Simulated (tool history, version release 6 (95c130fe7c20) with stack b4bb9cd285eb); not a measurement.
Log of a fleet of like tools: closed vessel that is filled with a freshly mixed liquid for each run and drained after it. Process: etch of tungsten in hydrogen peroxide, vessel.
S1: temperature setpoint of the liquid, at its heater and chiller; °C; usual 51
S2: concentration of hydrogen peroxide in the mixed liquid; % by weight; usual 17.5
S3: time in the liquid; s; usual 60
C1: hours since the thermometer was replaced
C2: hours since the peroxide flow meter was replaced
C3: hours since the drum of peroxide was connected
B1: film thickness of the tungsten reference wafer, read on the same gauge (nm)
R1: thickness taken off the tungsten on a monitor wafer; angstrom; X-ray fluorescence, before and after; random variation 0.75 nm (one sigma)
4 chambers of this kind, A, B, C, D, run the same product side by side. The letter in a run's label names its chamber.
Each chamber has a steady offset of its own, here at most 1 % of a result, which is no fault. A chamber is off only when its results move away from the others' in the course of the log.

Run 1A, hour 5.2: usual settings; C1 977.8; C2 2113.2; C3 739.9; B1 150.04. Result: R1 823.2 angstrom.
Run 2B, hour 14.6: usual settings; C1 416.1; C2 584.4; C3 614; B1 149.96. Result: R1 826.98 angstrom.
At hour 16.2: chamber D: new drum of peroxide connected.
Run 3D, hour 24.7: usual settings; C1 130.3; C2 367.6; C3 8.5; B1 149.99. Result: R1 826.23 angstrom.
At hour 26.7: chamber A: peroxide flow meter replaced.
Run 4C, hour 32.8: usual settings; C1 1204; C2 130; C3 276.2; B1 149.96. Result: R1 833.01 angstrom.
Run 5A, hour 40.9: usual settings; C1 1013.5; C2 14.2; C3 775.6; B1 150. Result: R1 826.33 angstrom.
At hour 51: chamber A: new drum of peroxide connected.
Run 6D, hour 51.1: usual settings; C1 156.7; C2 394; C3 34.9; B1 150.03. Result: R1 833.46 angstrom.
Run 7B, hour 59: usual settings; C1 460.5; C2 628.8; C3 658.4; B1 150.02. Result: R1 819.21 angstrom.
Run 8C, hour 65.9: usual settings; C1 1237.1; C2 163.1; C3 309.3; B1 150. Result: R1 817.87 angstrom.
Run 9B, hour 76.2: usual settings; C1 477.7; C2 646; C3 675.6; B1 150.05. Result: R1 820.19 angstrom.
Run 10D, hour 82.3: usual settings; C1 187.9; C2 425.2; C3 66.1; B1 149.98. Result: R1 832.71 angstrom.
Run 11A, hour 87.3: usual settings; C1 1059.9; C2 60.6; C3 36.4; B1 150.02. Result: R1 808.71 angstrom.
Run 12C, hour 96: usual settings; C1 1267.2; C2 193.2; C3 339.4; B1 149.99. Result: R1 818.33 angstrom.
At hour 102.6: chamber C: thermometer replaced.
Run 13D, hour 105.2: usual settings; C1 210.8; C2 448.1; C3 89; B1 150.03. Result: R1 832.17 angstrom.
Run 14B, hour 111.3: usual settings; C1 512.8; C2 681.1; C3 710.7; B1 150. Result: R1 813.92 angstrom.
Run 15A, hour 121.2: usual settings; C1 1093.8; C2 94.5; C3 70.3; B1 149.99. Result: R1 834.48 angstrom.
Run 16C, hour 126.5: usual settings; C1 24; C2 223.7; C3 369.9; B1 149.97. Result: R1 829.4 angstrom.
Run 17A, hour 132.9: usual settings but S1 58 °C; C1 1105.5; C2 106.2; C3 82; B1 149.98. Result: R1 1270.8 angstrom.
At hour 142.1: chamber D: peroxide flow meter replaced.
Run 18D, hour 142.4: usual settings but S1 58 °C; C1 248; C2 0.3; C3 126.2; B1 149.99. Result: R1 1267.1 angstrom.
Run 19C, hour 153.1: usual settings but S1 58 °C; C1 50.6; C2 250.3; C3 396.5; B1 150.01. Result: R1 1227.3 angstrom.
Run 20B, hour 158.9: usual settings but S1 58 °C; C1 560.4; C2 728.7; C3 758.3; B1 149.99. Result: R1 1244.8 angstrom.
Run 21D, hour 167: usual settings; C1 272.6; C2 24.9; C3 150.8; B1 150.01. Result: R1 826.89 angstrom.
Run 22C, hour 174.5: usual settings; C1 72; C2 271.7; C3 417.9; B1 150.01. Result: R1 830.82 angstrom.
Run 23B, hour 182.5: usual settings; C1 584; C2 752.3; C3 781.9; B1 149.99. Result: R1 818.08 angstrom.
Run 24A, hour 190.4: usual settings; C1 1163; C2 163.7; C3 139.5; B1 149.97. Result: R1 828.28 angstrom.
Run 25D, hour 200.8: usual settings; C1 306.4; C2 58.7; C3 184.6; B1 149.97. Result: R1 823.86 angstrom.
Run 26B, hour 210: usual settings; C1 611.5; C2 779.8; C3 809.4; B1 149.99. Result: R1 815.97 angstrom.
Run 27A, hour 219: usual settings; C1 1191.6; C2 192.3; C3 168.1; B1 150.02. Result: R1 820.27 angstrom.
Run 28C, hour 228.1: usual settings; C1 125.6; C2 325.3; C3 471.5; B1 149.99. Result: R1 813.48 angstrom.
Run 29B, hour 237.2: usual settings; C1 638.7; C2 807; C3 836.6; B1 150.01. Result: R1 834.17 angstrom.
Run 30D, hour 248: usual settings but S2 19.5 % by weight; C1 353.6; C2 105.9; C3 231.8; B1 149.97. Result: R1 868.32 angstrom.
Run 31C, hour 255.4: usual settings but S2 19.5 % by weight; C1 152.9; C2 352.6; C3 498.8; B1 149.99. Result: R1 859.37 angstrom.
Run 32A, hour 261.7: usual settings but S2 19.5 % by weight; C1 1234.3; C2 235; C3 210.8; B1 150. Result: R1 864.69 angstrom.
Run 33C, hour 271.3: usual settings but S2 19.5 % by weight; C1 168.8; C2 368.5; C3 514.7; B1 149.98. Result: R1 861.26 angstrom.
Run 34B, hour 278.4: usual settings but S2 13.5 % by weight, S3 90 s; C1 679.9; C2 848.2; C3 877.8; B1 149.99. Result: R1 1070.6 angstrom.
Run 35D, hour 286.1: usual settings but S2 13.5 % by weight, S3 90 s; C1 391.7; C2 144; C3 269.9; B1 149.99. Result: R1 1110.8 angstrom.
At hour 293.3: chamber A: thermometer replaced.
Run 36A, hour 295.7: usual settings but S2 13.5 % by weight, S3 90 s; C1 2.4; C2 269; C3 244.8; B1 149.99. Result: R1 1099.5 angstrom.
Run 37A, hour 301.7: usual settings but S2 13.5 % by weight, S3 90 s; C1 8.4; C2 275; C3 250.8; B1 149.96. Result: R1 1101.4 angstrom.
Run 38C, hour 307.8: usual settings; C1 205.3; C2 405; C3 551.2; B1 150. Result: R1 821.88 angstrom.
Run 39B, hour 317.4: usual settings; C1 718.9; C2 887.2; C3 916.8; B1 149.98. Result: R1 811.99 angstrom.

What goes on in this fleet: one chamber off, a drifting gauge, or nothing beyond the chambers' own small offsets? Name the chamber and the cause, if any.

No chamber stands off beyond its own small offset, and the gauge holds steady.
